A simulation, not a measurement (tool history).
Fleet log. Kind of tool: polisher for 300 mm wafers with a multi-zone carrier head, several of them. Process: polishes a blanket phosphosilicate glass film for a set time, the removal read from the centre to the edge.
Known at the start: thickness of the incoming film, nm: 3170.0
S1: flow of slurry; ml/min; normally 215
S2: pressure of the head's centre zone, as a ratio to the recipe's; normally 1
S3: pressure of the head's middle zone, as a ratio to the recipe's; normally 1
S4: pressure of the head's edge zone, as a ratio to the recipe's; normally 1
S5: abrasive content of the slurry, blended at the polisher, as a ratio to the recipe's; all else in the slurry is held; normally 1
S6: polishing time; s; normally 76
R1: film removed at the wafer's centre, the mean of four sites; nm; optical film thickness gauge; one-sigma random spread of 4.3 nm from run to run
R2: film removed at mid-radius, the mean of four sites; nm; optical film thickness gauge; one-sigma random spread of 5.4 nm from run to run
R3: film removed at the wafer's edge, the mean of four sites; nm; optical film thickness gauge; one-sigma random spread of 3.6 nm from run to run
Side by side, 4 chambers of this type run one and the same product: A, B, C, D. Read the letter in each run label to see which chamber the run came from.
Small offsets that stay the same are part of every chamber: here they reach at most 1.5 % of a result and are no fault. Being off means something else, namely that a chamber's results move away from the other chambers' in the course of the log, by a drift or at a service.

| run | day | S1 | S2 | S3 | S4 | S5 | S6 | R1 | R2 | R3 |
|---|---|---|---|---|---|---|---|---|---|---|
| 1B | 0.292 | 215 | 1 | 1 | 1 | 1 | 76 | 606.29 | 598.35 | 602.71 |
| 2D | 0.6 | 215 | 1 | 1 | 1 | 1 | 76 | 590.47 | 602.2 | 593.86 |
|  | 0.654 | chamber C: worn pad replaced by a new one |
| 3C | 1.012 | 215 | 1 | 1 | 1 | 1 | 76 | 604.72 | 604.53 | 588.79 |
|  | 1.371 | chamber B: worn pad replaced by a new one |
| 4A | 1.425 | 215 | 1 | 1 | 1 | 1 | 76 | 603.22 | 604.61 | 604.8 |
| 5A | 1.692 | 215 | 1 | 1 | 1 | 1 | 76 | 610.69 | 603.74 | 603.29 |
| 6C | 2.083 | 215 | 1 | 1 | 1 | 1 | 76 | 594.24 | 601.89 | 594.29 |
|  | 2.158 | chamber D: worn pad replaced by a new one |
| 7D | 2.325 | 215 | 1 | 1 | 1 | 1 | 76 | 600.16 | 598.87 | 591.38 |
|  | 2.575 | chamber A: worn pad replaced by a new one |
| 8B | 2.758 | 215 | 1 | 1 | 1 | 1 | 76 | 604.47 | 603.83 | 608.05 |
|  | 2.767 | chamber C: worn pad replaced by a new one |
| 9B | 3.129 | 215 | 1 | 1 | 1 | 1 | 76 | 599.16 | 595.78 | 604.08 |
| 10C | 3.592 | 215 | 1 | 1 | 1 | 1 | 76 | 597.06 | 611.66 | 598.55 |
| 11A | 4.004 | 215 | 1 | 0.93 | 1 | 0.9 | 76 | 568.31 | 533.4 | 572.79 |
|  | 4.2 | chamber B: worn pad replaced by a new one |
| 12D | 4.433 | 215 | 1 | 0.93 | 1 | 0.9 | 76 | 563.31 | 538.41 | 555.03 |
| 13A | 4.738 | 215 | 1 | 0.93 | 1 | 0.9 | 76 | 570.51 | 541.24 | 575.67 |
| 14C | 4.988 | 215 | 1 | 0.93 | 1 | 0.9 | 76 | 567.79 | 539.5 | 560.81 |
|  | 5.108 | chamber C: worn pad replaced by a new one |
| 15D | 5.225 | 215 | 1 | 1 | 1 | 1 | 76 | 591.02 | 606.2 | 601 |
|  | 5.296 | chamber A: centre zone pressure recalibrated |
| 16B | 5.504 | 215 | 1 | 0.9 | 1 | 1 | 89 | 706.31 | 633.7 | 708.36 |
|  | 5.754 | chamber C: centre zone pressure recalibrated |
| 17C | 5.871 | 215 | 1 | 0.9 | 1 | 1 | 89 | 756.74 | 638.13 | 691.82 |
|  | 5.9 | chamber A: worn pad replaced by a new one |
| 18B | 6.3 | 215 | 1 | 0.9 | 1 | 1 | 89 | 704.5 | 642.79 | 704.51 |
|  | 6.471 | chamber D: worn pad replaced by a new one |
| 19D | 6.517 | 215 | 1 | 0.9 | 1 | 1 | 89 | 688.55 | 640.55 | 698.91 |
| 20A | 6.817 | 215 | 1 | 1 | 1 | 1 | 76 | 604.93 | 595.36 | 593.17 |
| 21A | 7.112 | 175 | 1 | 1 | 1 | 1 | 76 | 576.45 | 585.74 | 584.08 |
|  | 7.188 | chamber A: edge zone pressure recalibrated |
|  | 7.242 | chamber C: worn pad replaced by a new one |
|  | 7.358 | chamber B: worn pad replaced by a new one |
| 22D | 7.433 | 175 | 1 | 1 | 1 | 1 | 76 | 572.47 | 585.81 | 576.12 |
| 23B | 7.75 | 175 | 1 | 1 | 1 | 1 | 76 | 581.51 | 578.91 | 595.02 |
| 24C | 8.021 | 175 | 1 | 1 | 1 | 1 | 76 | 612.96 | 577.14 | 582.23 |
| 25A | 8.312 | 215 | 1 | 1 | 1 | 0.85 | 64 | 464.67 | 469.98 | 466.73 |
|  | 8.429 | chamber A: worn pad replaced by a new one |
| 26B | 8.55 | 215 | 1 | 1 | 1 | 0.85 | 64 | 463.25 | 471.31 | 469.23 |
| 27D | 8.775 | 215 | 1 | 1 | 1 | 0.85 | 64 | 461.9 | 468.6 | 457.15 |
| 28C | 9.242 | 215 | 1 | 1 | 1 | 0.85 | 64 | 500.89 | 480.32 | 465.64 |
|  | 9.612 | chamber C: worn pad replaced by a new one |
| 29B | 9.629 | 215 | 1 | 1 | 1 | 1 | 76 | 603.71 | 587.54 | 605.03 |
| 30D | 9.992 | 215 | 1 | 1 | 1 | 1 | 76 | 585.37 | 603.29 | 594.15 |
| 31A | 10.233 | 215 | 1 | 1 | 1 | 1 | 76 | 597.98 | 595.69 | 602.88 |
|  | 10.417 | chamber B: worn pad replaced by a new one |
| 32C | 10.542 | 215 | 1 | 1 | 1.07 | 1 | 87 | 729.52 | 699.07 | 705.55 |
|  | 10.596 | chamber D: worn pad replaced by a new one |
| 33B | 10.812 | 215 | 1 | 1 | 1.07 | 1 | 87 | 690.56 | 693.34 | 716.33 |
| 34A | 11.212 | 215 | 1 | 1 | 1.07 | 1 | 87 | 691.48 | 692.64 | 713.53 |
| 35C | 11.679 | 215 | 1 | 1 | 1.07 | 1 | 87 | 733.81 | 695.46 | 696.3 |
| 36D | 12.054 | 215 | 1 | 1 | 1 | 1 | 76 | 593.94 | 597.52 | 591.09 |

What goes on in this fleet: one chamber off, a drifting gauge, or nothing beyond the chambers' own small offsets? Name the chamber and the cause, if any.

The work done on chamber C during a service left it standing apart from the others.
Most likely cause: centre zone's pressure above its setpoint, % = 6.28.

Here are 4 candidates for chamber C's next run, each the usual settings with a change, their results left as question marks. Which one brings its results back in line with what the others give on the usual settings?
In line means no further than this from the other chambers' mean on the usual settings: R1 15 nm; R2 19 nm; R3 13 nm
| 37C-1 | 12.4 | 210 | 0.91 | 1 | 1.04 | 1 | 76 | ? | ? | ? |
| 37C-2 | 12.4 | 220 | 1.05 | 1 | 0.98 | 1 | 76 | ? | ? | ? |
| 37C-3 | 12.4 | 210 | 0.95 | 1 | 1.02 | 1 | 76 | ? | ? | ? |
| 37C-4 | 12.4 | 225 | 1.1 | 1 | 0.95 | 1 | 76 | ? | ? | ? |

Usual-settings mean across the other chambers: R1 598.27 nm; R2 600.11 nm; R3 598.55 nm
| run | R1 | R2 | R3 |
|---|---|---|---|
| 37C-1 | 576.41 | 599.92 | 601.74 |
| 37C-2 | 680.2 | 603.22 | 585.65 |
| 37C-3 | 604.72 | 599.79 | 595.47 |
| 37C-4 | 718.17 | 604.83 | 577.44 |
37C-3 puts the chamber back in line with the other chambers.
